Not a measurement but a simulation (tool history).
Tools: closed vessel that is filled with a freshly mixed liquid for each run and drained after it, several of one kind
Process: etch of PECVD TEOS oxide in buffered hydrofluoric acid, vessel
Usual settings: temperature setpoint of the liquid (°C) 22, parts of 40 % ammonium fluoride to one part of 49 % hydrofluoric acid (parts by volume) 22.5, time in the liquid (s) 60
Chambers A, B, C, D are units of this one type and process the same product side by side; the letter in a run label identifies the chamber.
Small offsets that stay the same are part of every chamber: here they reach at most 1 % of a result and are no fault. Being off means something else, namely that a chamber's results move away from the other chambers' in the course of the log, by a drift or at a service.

run   hour  temperature setpoint of the liquid (°C)  parts of 40 % ammonium fluoride to one part of 49 % hydrofluoric acid (parts by volume)  time in the liquid (s)  hours since the thermometer was replaced  hours since the hydrofluoric acid flow meter was replaced  read-back film thickness of the PECVD TEOS oxide reference wafer, read on the same gauge (nm)  thickness taken off the PECVD TEOS oxide on a monitor wafer (angstrom)
 1B    6.3                                       22                                                                                     22.5                      60                                     798.1                                                      154.6                                                                                         149.96                                                                  596.49
 2C   16.0                                       22                                                                                     22.5                      60                                     996.8                                                      781.8                                                                                         149.97                                                                  606.61
 3D   23.1                                       22                                                                                     22.5                      60                                    1077.0                                                     1525.6                                                                                         150.01                                                                  602.40
 4A   33.3                                       22                                                                                     22.5                      60                                     983.0                                                      328.5                                                                                         149.99                                                                  612.44
 5D   40.0                                       22                                                                                     22.5                      60                                    1093.9                                                     1542.5                                                                                         150.01                                                                  606.20
 6A   49.5                                       22                                                                                     22.5                      60                                     999.2                                                      344.7                                                                                         150.03                                                                  605.84
 7B   62.1                                       22                                                                                     19.5                      50                                     853.9                                                      210.4                                                                                         149.98                                                                  558.67
 8C   68.3                                       22                                                                                     19.5                      50                                    1049.1                                                      834.1                                                                                         150.02                                                                  559.11
 9C   75.3                                       22                                                                                     19.5                      50                                    1056.1                                                      841.1                                                                                         149.99                                                                  555.18
10D   87.2                                       22                                                                                     19.5                      50                                    1141.1                                                     1589.7                                                                                         150.01                                                                  560.47
11B   97.7                                       22                                                                                     22.5                      60                                     889.5                                                      246.0                                                                                         150.02                                                                  603.12
12A  104.0                                       22                                                                                     22.5                      60                                    1053.7                                                      399.2                                                                                         150.00                                                                  604.78
13A  112.5                                       22                                                                                     22.5                      60                                    1062.2                                                      407.7                                                                                         150.00                                                                  607.04
     112.6  -- chamber D: hydrofluoric acid flow meter replaced
14C  119.4                                       22                                                                                     22.5                      60                                    1100.2                                                      885.2                                                                                         149.98                                                                  600.05
15D  128.1                                       22                                                                                     22.5                      60                                    1182.0                                                       15.6                                                                                         150.01                                                                  608.35
16B  134.7                                       22                                                                                     22.5                      60                                     926.5                                                      283.0                                                                                         150.00                                                                  606.23
17C  144.7                                       22                                                                                     22.5                      60                                    1125.5                                                      910.5                                                                                         150.02                                                                  592.66
18D  152.3                                       22                                                                                     22.5                      60                                    1206.2                                                       39.8                                                                                         150.04                                                                  606.42
19A  160.9                                       22                                                                                     22.5                      60                                    1110.6                                                      456.1                                                                                         149.99                                                                  607.15
20B  167.4                                       22                                                                                     22.5                      60                                     959.2                                                      315.7                                                                                         150.01                                                                  603.98
21C  175.7                                       22                                                                                     22.5                      60                                    1156.5                                                      941.5                                                                                         149.98                                                                  596.02
22B  187.2                                       22                                                                                     22.5                      60                                     979.0                                                      335.5                                                                                         149.99                                                                  602.31
23A  194.8                                       22                                                                                     22.5                      60                                    1144.5                                                      490.0                                                                                         149.98                                                                  606.27
24D  201.3                                       22                                                                                     27.5                      60                                    1255.2                                                       88.8                                                                                         149.99                                                                  526.03
25B  213.7                                       22                                                                                     27.5                      60                                    1005.5                                                      362.0                                                                                         150.03                                                                  522.09
26A  226.6                                       22                                                                                     27.5                      60                                    1176.3                                                      521.8                                                                                         149.96                                                                  532.29
27C  238.9                                       22                                                                                     27.5                      60                                    1219.7                                                     1004.7                                                                                         150.01                                                                  511.12
28D  245.2                                       22                                                                                     22.5                      60                                    1299.1                                                      132.7                                                                                         150.02                                                                  612.27
     246.7  -- chamber A: hydrofluoric acid flow meter replaced
29C  258.9                                       22                                                                                     22.5                      60                                    1239.7                                                     1024.7                                                                                         150.03                                                                  593.00
30A  265.3                                       22                                                                                     22.5                      85                                    1215.0                                                       18.6                                                                                         150.04                                                                  865.84
31D  274.0                                       22                                                                                     22.5                      85                                    1327.9                                                      161.5                                                                                         150.03                                                                  863.73
32B  287.7                                       22                                                                                     22.5                      85                                    1079.5                                                      436.0                                                                                         149.97                                                                  853.50
33B  293.9                                       22                                                                                     22.5                      85                                    1085.7                                                      442.2                                                                                         149.99                                                                  854.27
34C  305.0                                       22                                                                                     22.5                      60                                    1285.8                                                     1070.8                                                                                         150.05                                                                  586.47
35A  317.6                                       22                                                                                     22.5                      60                                    1267.3                                                       70.9                                                                                         150.03                                                                  609.03
36D  327.3                                       22                                                                                     16.5                      75                                    1381.2                                                      214.8                                                                                         150.01                                                                  992.29
37C  336.6                                       22                                                                                     16.5                      75                                    1317.4                                                     1102.4                                                                                         149.96                                                                  956.24
38B  349.0                                       22                                                                                     16.5                      75                                    1140.8                                                      497.3                                                                                         150.01                                                                  985.27
39D  360.1                                       22                                                                                     16.5                      75                                    1414.0                                                      247.6                                                                                         150.04                                                                  997.33
40A  371.3                                       22                                                                                     22.5                      60                                    1321.0                                                      124.6                                                                                         150.02                                                                  605.34
41B  380.0                                       22                                                                                     22.5                      60                                    1171.8                                                      528.3                                                                                         149.98                                                                  608.09
42C  393.6                                       22                                                                                     22.5                      60                                    1374.4                                                     1159.4                                                                                         149.97                                                                  579.94

Has any chamber moved away from the others, gradually or after a service, or does the common gauge drift, or do the chambers differ only by their own small steady offsets? State the chamber and the most likely cause if one applies.

One chamber, C, drifts off from the rest bit by bit.
Likeliest cause: liquid colder than its thermometer reads (K) = 0.745.
With only this log, it may be confused with: hydrofluoric acid flow below the setpoint (%).

Which of the 4 candidates below, each the usual settings with something changed and its results left as question marks, puts chamber C back in line with what the other chambers give on the usual settings?
In-line tolerance around the mean of the other chambers on the usual settings: thickness taken off the PECVD TEOS oxide on a monitor wafer (angstrom) 11.00
43C-1  403.5                                     22.0                                                                                     22.5                      55                                                                                                                                                                                                                                                                           ?
43C-2  403.5                                     22.0                                                                                     24.0                      60                                                                                                                                                                                                                                                                           ?
43C-3  403.5                                     22.5                                                                                     21.0                      60                                                                                                                                                                                                                                                                           ?
43C-4  403.5                                     22.5                                                                                     22.0                      60                                                                                                                                                                                                                                                                           ?

Mean of the other chambers on the usual settings: thickness taken off the PECVD TEOS oxide on a monitor wafer (angstrom) 605.06
  run  thickness taken off the PECVD TEOS oxide on a monitor wafer (angstrom)
43C-1                                                                  531.31
43C-2                                                                  554.33
43C-3                                                                  625.04
43C-4                                                                  605.29
43C-4 brings the chamber back in line.
